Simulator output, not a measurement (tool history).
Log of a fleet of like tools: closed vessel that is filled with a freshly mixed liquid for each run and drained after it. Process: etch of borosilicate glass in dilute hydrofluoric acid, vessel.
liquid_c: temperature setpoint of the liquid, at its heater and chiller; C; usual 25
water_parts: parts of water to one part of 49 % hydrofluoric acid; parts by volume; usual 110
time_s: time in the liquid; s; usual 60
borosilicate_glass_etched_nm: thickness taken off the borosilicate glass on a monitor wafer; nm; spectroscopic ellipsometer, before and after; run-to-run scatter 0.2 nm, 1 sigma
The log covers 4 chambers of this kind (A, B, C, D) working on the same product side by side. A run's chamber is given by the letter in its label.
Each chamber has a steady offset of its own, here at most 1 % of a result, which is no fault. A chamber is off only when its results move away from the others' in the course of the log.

run   hour  liquid_c  water_parts  time_s  read-back film thickness of the borosilicate glass reference wafer, read on the same gauge (nm)  borosilicate_glass_etched_nm
       6.9  -- chamber A: thermometer replaced
 1C    7.8        25          110      60                                                                                           150.01                        23.451
 2D   19.3        25          110      60                                                                                           149.98                         23.06
 3A   27.1        25          110      60                                                                                              150                        23.588
 4B   37.3        25          110      60                                                                                           150.01                        23.112
 5A     48        25          110      60                                                                                           149.99                        23.212
 6D   61.1        25          145      85                                                                                              150                        23.815
 7C   72.8        25          145      85                                                                                              150                        24.073
 8B   86.9        25          145      85                                                                                           149.97                        23.703
 9B   96.3        25          145      85                                                                                           150.03                        23.772
10D  107.5        25          110      60                                                                                           149.97                        22.868
11A  119.4        25          110      60                                                                                              150                        22.996
12C  126.9        25          110      60                                                                                           149.97                         23.19
13D  138.6        23          110      90                                                                                           149.99                        32.143
14C  146.6        23          110      90                                                                                           150.01                        32.824
15B  153.8        23          110      90                                                                                           150.02                        32.465
16A  167.9        23          110      90                                                                                           149.99                        30.937
17C  182.2        25          110      60                                                                                           149.99                        23.092
18D  197.6        25          110      60                                                                                           149.99                        23.302
19B  209.7        25          110      60                                                                                           150.01                        22.985
20A  220.7        22          110      40                                                                                           149.98                        13.171
21C  228.7        22          110      40                                                                                              150                        14.067
22D  235.4        22          110      40                                                                                           150.02                        13.827
23A  247.5        22          110      40                                                                                           150.01                        13.089
24B  257.5        25          110      60                                                                                           150.02                        22.891
25B  271.9        25          110      60                                                                                           150.01                        23.036
     281.8  -- chamber B: hydrofluoric acid flow meter replaced
26C  282.8        25          110      60                                                                                           149.97                        23.493
     296.5  -- chamber D: thermometer replaced
27D  296.7        25          110      60                                                                                           149.96                        22.831
28A  305.7        25          110      60                                                                                           150.03                        21.007
29A  318.4        23          110      60                                                                                              150                        19.406
     323.3  -- chamber C: hydrofluoric acid flow meter replaced
30D  325.2        23          110      60                                                                                           149.97                        21.364
31B  335.7        23          110      60                                                                                           150.01                        21.277
32C  348.5        23          110      60                                                                                              150                         21.58

All chambers now run identical settings, listed one chamber a line with results as question marks. What results will each chamber show?
33A  359.5        25          110      85                                                                                                                              ?
33B  359.5        25          110      85                                                                                                                              ?
33C  359.5        25          110      85                                                                                                                              ?
33D  359.5        25          110      85                                                                                                                              ?

run  borosilicate_glass_etched_nm
33A                        29.089
33B                         33.37
33C                        33.062
33D                        32.598
